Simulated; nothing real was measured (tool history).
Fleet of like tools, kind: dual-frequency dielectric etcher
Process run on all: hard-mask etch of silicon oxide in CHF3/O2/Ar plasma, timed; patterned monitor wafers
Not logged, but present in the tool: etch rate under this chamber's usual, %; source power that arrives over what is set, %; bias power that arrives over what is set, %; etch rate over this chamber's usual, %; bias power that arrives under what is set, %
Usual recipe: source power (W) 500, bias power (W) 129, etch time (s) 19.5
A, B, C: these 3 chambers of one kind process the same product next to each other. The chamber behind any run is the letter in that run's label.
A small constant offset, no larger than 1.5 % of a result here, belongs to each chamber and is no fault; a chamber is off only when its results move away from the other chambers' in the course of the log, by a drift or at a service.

| run | hour | source power (W) | bias power (W) | etch time (s) | hours since the last wet clean | hours since the last source power generator calibration | hours since the last bias power generator calibration | read-back reference wafer on the same gauge, depth_nm | mean etch depth across the wafer (angstrom) |
|---|---|---|---|---|---|---|---|---|---|
| 1C | 3.4 | 500 | 129 | 19.5 | 22.6 | 2976.8 | 3150.9 | 35.422 | 319.87 |
| 2A | 5.5 | 500 | 129 | 19.5 | 391.2 | 100.5 | 1457.7 | 35.396 | 316.5 |
| 3B | 9.2 | 500 | 129 | 19.5 | 408.3 | 3182.5 | 138.3 | 35.392 | 326.26 |
| 4C | 11.2 | 500 | 129 | 19.5 | 30.4 | 2984.6 | 3158.7 | 35.395 | 320.25 |
| 5B | 14.1 | 500 | 129 | 19.5 | 413.2 | 3187.4 | 143.2 | 35.388 | 326.9 |
| 6A | 16.9 | 500 | 129 | 19.5 | 402.6 | 111.9 | 1469.1 | 35.417 | 317.05 |
| 7B | 19.4 | 500 | 129 | 19.5 | 418.5 | 3192.7 | 148.5 | 35.409 | 327.08 |
| 8A | 22.3 | 500 | 129 | 19.5 | 408 | 117.3 | 1474.5 | 35.409 | 317.25 |
| 9C | 24.4 | 500 | 129 | 19.5 | 43.6 | 2997.8 | 3171.9 | 35.382 | 319.23 |
| 10C | 28.5 | 600 | 158 | 19.5 | 47.7 | 3001.9 | 3176 | 35.395 | 366.84 |
| 11B | 31.1 | 600 | 158 | 19.5 | 430.2 | 3204.4 | 160.2 | 35.437 | 374.38 |
| 12A | 33.6 | 600 | 158 | 19.5 | 419.3 | 128.6 | 1485.8 | 35.398 | 363.83 |
| 13B | 36.1 | 500 | 129 | 19.5 | 435.2 | 3209.4 | 165.2 | 35.409 | 325.17 |
| 14A | 39.4 | 500 | 156 | 19.5 | 425.1 | 134.4 | 1491.6 | 35.372 | 337.04 |
|  | 40.1 | chamber A: wet clean of the chamber |
| 15C | 41.3 | 500 | 156 | 19.5 | 60.5 | 3014.7 | 3188.8 | 35.425 | 336.84 |
| 16C | 45.6 | 500 | 156 | 19.5 | 64.8 | 3019 | 3193.1 | 35.392 | 338.71 |
|  | 48.8 | chamber B: wet clean of the chamber |
| 17A | 49.1 | 500 | 129 | 19.5 | 9 | 144.1 | 1501.3 | 35.387 | 305.25 |
| 18B | 53 | 500 | 129 | 19.5 | 4.2 | 3226.3 | 182.1 | 35.397 | 326.86 |
| 19C | 57 | 500 | 129 | 19.5 | 76.2 | 3030.4 | 3204.5 | 35.398 | 319.63 |
| 20B | 59.7 | 500 | 129 | 19.5 | 10.9 | 3233 | 188.8 | 35.415 | 326.65 |
| 21A | 63.1 | 500 | 158 | 19.5 | 23 | 158.1 | 1515.3 | 35.396 | 325.2 |
| 22C | 65.6 | 500 | 158 | 19.5 | 84.8 | 3039 | 3213.1 | 35.4 | 340.51 |

All 3 chambers run these settings next. Forecast each chamber's results:
| 23A | 68.7 | 500 | 129 | 19.5 |  |  |  |  | ? |
| 23B | 68.7 | 500 | 129 | 19.5 |  |  |  |  | ? |
| 23C | 68.7 | 500 | 129 | 19.5 |  |  |  |  | ? |

| run | mean etch depth across the wafer (angstrom) |
|---|---|
| 23A | 304.71 |
| 23B | 327.01 |
| 23C | 316.23 |

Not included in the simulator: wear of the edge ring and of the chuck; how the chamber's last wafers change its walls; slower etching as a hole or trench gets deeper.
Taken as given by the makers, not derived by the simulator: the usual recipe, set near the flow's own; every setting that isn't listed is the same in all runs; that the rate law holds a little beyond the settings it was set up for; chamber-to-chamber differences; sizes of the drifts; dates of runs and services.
